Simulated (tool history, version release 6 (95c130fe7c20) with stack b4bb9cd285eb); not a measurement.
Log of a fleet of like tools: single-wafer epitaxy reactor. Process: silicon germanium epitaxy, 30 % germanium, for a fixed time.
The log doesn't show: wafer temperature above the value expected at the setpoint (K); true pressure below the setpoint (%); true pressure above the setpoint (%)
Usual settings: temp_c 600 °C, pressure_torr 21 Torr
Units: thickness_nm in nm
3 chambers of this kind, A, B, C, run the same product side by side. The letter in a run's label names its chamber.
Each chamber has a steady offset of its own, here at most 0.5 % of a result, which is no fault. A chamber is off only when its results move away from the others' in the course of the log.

run   hour  temp_c  pressure_torr  hours since the last pyrometer calibration  hours since the last manometer calibration  read-back reference wafer on the same gauge, thickness_nm  thickness_nm
 1A    5.4     600             21                                      1175.4                                       231.9                                                     57.166         59.93
 2C   12.5     600             21                                       332.1                                         690                                                     57.174        60.084
 3B   21.7     600             21                                       320.5                                      2151.2                                                     57.173        60.202
 4A   32.2     600             21                                      1202.2                                       258.7                                                     57.154        60.104
 5C   40.5     600             21                                       360.1                                         718                                                     57.125        60.113
 6B   48.8     609           24.1                                       347.6                                      2178.3                                                     57.142        74.816
 7A   58.7     609           24.1                                      1228.7                                       285.2                                                     57.091        74.299
 8B     67     609           24.1                                       365.8                                      2196.5                                                     57.092        74.784
 9C   76.7     600             21                                       396.3                                       754.2                                                     57.078        59.923
10B   87.2     600             21                                         386                                      2216.7                                                     57.056        60.219
11C   94.2     600             21                                       413.8                                       771.7                                                     57.042        59.911
12A  102.6     600             21                                      1272.6                                       329.1                                                     57.079        59.928
13C  109.5     587             21                                       429.1                                         787                                                      57.05        47.346
14B  116.1     587             21                                       414.9                                      2245.6                                                     57.004        47.053
15A  123.4     587             21                                      1293.4                                       349.9                                                     57.027        47.288
16A  132.5     600             21                                      1302.5                                         359                                                     56.999        59.991
17B  138.6     600             21                                       437.4                                      2268.1                                                     56.981        59.989
18C  147.2     600             21                                       466.8                                       824.7                                                     56.978        59.843
19B  157.5     600             21                                       456.3                                        2287                                                     56.966        59.951
20C  166.6     600             21                                       486.2                                       844.1                                                     56.956        59.881
21A  171.2     600             21                                      1341.2                                       397.7                                                     56.938        59.892
22B  180.8     606           23.7                                       479.6                                      2310.3                                                     56.921        70.235
23C  190.1     606           23.7                                       509.7                                       867.6                                                      56.91        70.077
24A  197.3     606           23.7                                      1367.3                                       423.8                                                     56.907        69.913
     201.9  -- chamber B: capacitance manometer re-zeroed and calibrated
25B  204.8     600             21                                       503.6                                           3                                                     56.895        59.953
26C  214.6     600             21                                       534.2                                       892.1                                                     56.873        59.732

All 3 chambers run these settings next. Forecast each chamber's results:
27A  222.1     600             16                                                                                                                                                                ?
27B  222.1     600             16                                                                                                                                                                ?
27C  222.1     600             16                                                                                                                                                                ?

run  thickness_nm
27A        53.783
27B        53.768
27C        53.718
